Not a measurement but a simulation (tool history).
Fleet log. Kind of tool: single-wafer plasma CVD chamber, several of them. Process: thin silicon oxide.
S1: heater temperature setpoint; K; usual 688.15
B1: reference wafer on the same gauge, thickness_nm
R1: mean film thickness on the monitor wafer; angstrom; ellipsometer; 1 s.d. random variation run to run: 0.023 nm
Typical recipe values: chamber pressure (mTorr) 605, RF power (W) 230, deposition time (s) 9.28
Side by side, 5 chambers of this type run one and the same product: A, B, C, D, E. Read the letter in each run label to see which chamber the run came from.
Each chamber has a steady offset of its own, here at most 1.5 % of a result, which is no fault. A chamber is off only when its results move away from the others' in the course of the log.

Run 1A, day 0.517: usual settings; B1 10.299. Result: R1 112.120 angstrom.
Run 2B, day 0.821: usual settings; B1 10.304. Result: R1 110.960 angstrom.
At day 1.146: chamber D: thermocouple changed; heater temperature recalibrated.
Run 3E, day 1.300: usual settings; B1 10.301. Result: R1 111.130 angstrom.
Run 4C, day 1.721: usual settings; B1 10.295. Result: R1 111.750 angstrom.
Run 5D, day 2.062: usual settings; B1 10.296. Result: R1 111.920 angstrom.
Run 6E, day 2.412: usual settings; B1 10.296. Result: R1 111.300 angstrom.
At day 2.500: chamber D: capacitance manometer re-zeroed and calibrated.
Run 7B, day 2.688: usual settings; B1 10.302. Result: R1 111.310 angstrom.
Run 8D, day 3.083: usual settings; B1 10.300. Result: R1 111.620 angstrom.
Run 9C, day 3.400: usual settings; B1 10.296. Result: R1 111.850 angstrom.
Run 10A, day 3.683: usual settings; B1 10.302. Result: R1 111.900 angstrom.
At day 3.762: chamber A: thermocouple changed; heater temperature recalibrated.
Run 11E, day 4.188: usual settings; B1 10.298. Result: R1 111.750 angstrom.
Run 12B, day 4.625: usual settings; B1 10.299. Result: R1 111.090 angstrom.
Run 13C, day 4.979: usual settings; B1 10.301. Result: R1 112.000 angstrom.
At day 5.275: chamber B: RF generator calibrated.
Run 14D, day 5.404: usual settings but S1 699.15 K, chamber pressure (mTorr) 704; B1 10.298. Result: R1 130.220 angstrom.
Run 15A, day 5.762: usual settings but S1 699.15 K, chamber pressure (mTorr) 704; B1 10.304. Result: R1 130.310 angstrom.
Run 16E, day 6.121: usual settings but S1 699.15 K, chamber pressure (mTorr) 704; B1 10.293. Result: R1 130.870 angstrom.
At day 6.308: chamber A: RF generator calibrated.
Run 17D, day 6.467: usual settings but S1 699.15 K, chamber pressure (mTorr) 704; B1 10.299. Result: R1 129.890 angstrom.
Run 18B, day 6.804: usual settings but S1 699.15 K, chamber pressure (mTorr) 704; B1 10.299. Result: R1 129.250 angstrom.
Run 19A, day 7.200: usual settings but S1 697.15 K, chamber pressure (mTorr) 539; B1 10.299. Result: R1 98.170 angstrom.
Run 20C, day 7.729: usual settings but S1 697.15 K, chamber pressure (mTorr) 539; B1 10.301. Result: R1 97.561 angstrom.
Run 21E, day 7.992: usual settings but S1 697.15 K, chamber pressure (mTorr) 539; B1 10.297. Result: R1 97.595 angstrom.
Run 22C, day 8.246: usual settings but S1 697.15 K, chamber pressure (mTorr) 539; B1 10.304. Result: R1 97.719 angstrom.
Run 23B, day 8.625: usual settings but S1 697.15 K, chamber pressure (mTorr) 539; B1 10.298. Result: R1 98.032 angstrom.
Run 24A, day 9.054: usual settings; B1 10.296. Result: R1 111.790 angstrom.
Run 25D, day 9.488: usual settings; B1 10.300. Result: R1 111.630 angstrom.
Run 26C, day 9.767: usual settings; B1 10.302. Result: R1 111.450 angstrom.
At day 9.967: chamber D: RF generator calibrated.
Run 27A, day 10.233: usual settings; B1 10.295. Result: R1 111.980 angstrom.
Run 28D, day 10.667: usual settings; B1 10.305. Result: R1 111.810 angstrom.
Run 29B, day 10.975: usual settings; B1 10.301. Result: R1 111.010 angstrom.
Run 30E, day 11.471: usual settings; B1 10.298. Result: R1 111.420 angstrom.
Run 31B, day 11.862: usual settings; B1 10.303. Result: R1 111.390 angstrom.

Read the log: is a single chamber off, either drifting away or since a service, is the gauge that measures every chamber drifting, or is nothing wrong beyond small per-chamber offsets? Name any odd chamber and what most likely caused it.

No chamber stands off beyond its own small offset, and the gauge holds steady.
